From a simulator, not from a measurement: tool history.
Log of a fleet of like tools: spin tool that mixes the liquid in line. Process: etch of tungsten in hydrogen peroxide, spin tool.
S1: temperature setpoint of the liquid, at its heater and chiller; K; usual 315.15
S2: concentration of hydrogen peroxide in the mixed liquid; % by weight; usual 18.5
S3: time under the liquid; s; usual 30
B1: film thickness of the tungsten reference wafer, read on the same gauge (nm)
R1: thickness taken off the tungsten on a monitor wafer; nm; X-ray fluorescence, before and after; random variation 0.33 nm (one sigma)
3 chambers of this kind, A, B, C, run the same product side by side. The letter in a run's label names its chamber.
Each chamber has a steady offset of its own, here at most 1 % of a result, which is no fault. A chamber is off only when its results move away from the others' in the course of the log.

run	hour	S1	S2	S3	B1	R1
# hour 5.0: chamber C: new drum of peroxide connected
1B	5.3	315.15	18.5	30	40.012	35.757
2A	10.5	315.15	18.5	30	40.003	35.580
3C	15.9	315.15	18.5	30	39.983	35.335
4A	22.1	315.15	18.5	30	39.969	35.808
5B	25.8	315.15	18.5	30	39.987	35.726
6C	29.6	315.15	18.5	30	40.025	35.345
7B	33.4	315.15	18.5	30	40.000	35.388
8C	37.1	305.65	23.5	30	39.970	21.253
9A	42.5	305.65	23.5	30	40.007	21.702
10B	46.1	305.65	23.5	30	40.031	21.852
11A	49.3	315.15	18.5	30	40.016	36.559
12C	55.8	315.15	18.5	30	39.962	35.167
13C	59.6	315.15	18.5	30	40.039	35.987
14B	63.3	315.15	18.5	30	39.979	35.629
15A	68.0	315.15	18.5	30	40.002	37.072
16B	72.4	315.15	18.5	30	40.002	35.779
17A	78.3	315.15	18.5	30	39.987	37.223
18C	81.8	315.15	18.5	30	40.010	35.842
19C	87.4	315.15	24.0	30	39.989	39.875
20A	90.6	315.15	24.0	30	39.989	44.180

All 3 chambers run these settings next. Forecast each chamber's results:
21A	95.3	315.15	18.5	30		?
21B	95.3	315.15	18.5	30		?
21C	95.3	315.15	18.5	30		?

run	R1
21A	38.471
21B	35.814
21C	35.515

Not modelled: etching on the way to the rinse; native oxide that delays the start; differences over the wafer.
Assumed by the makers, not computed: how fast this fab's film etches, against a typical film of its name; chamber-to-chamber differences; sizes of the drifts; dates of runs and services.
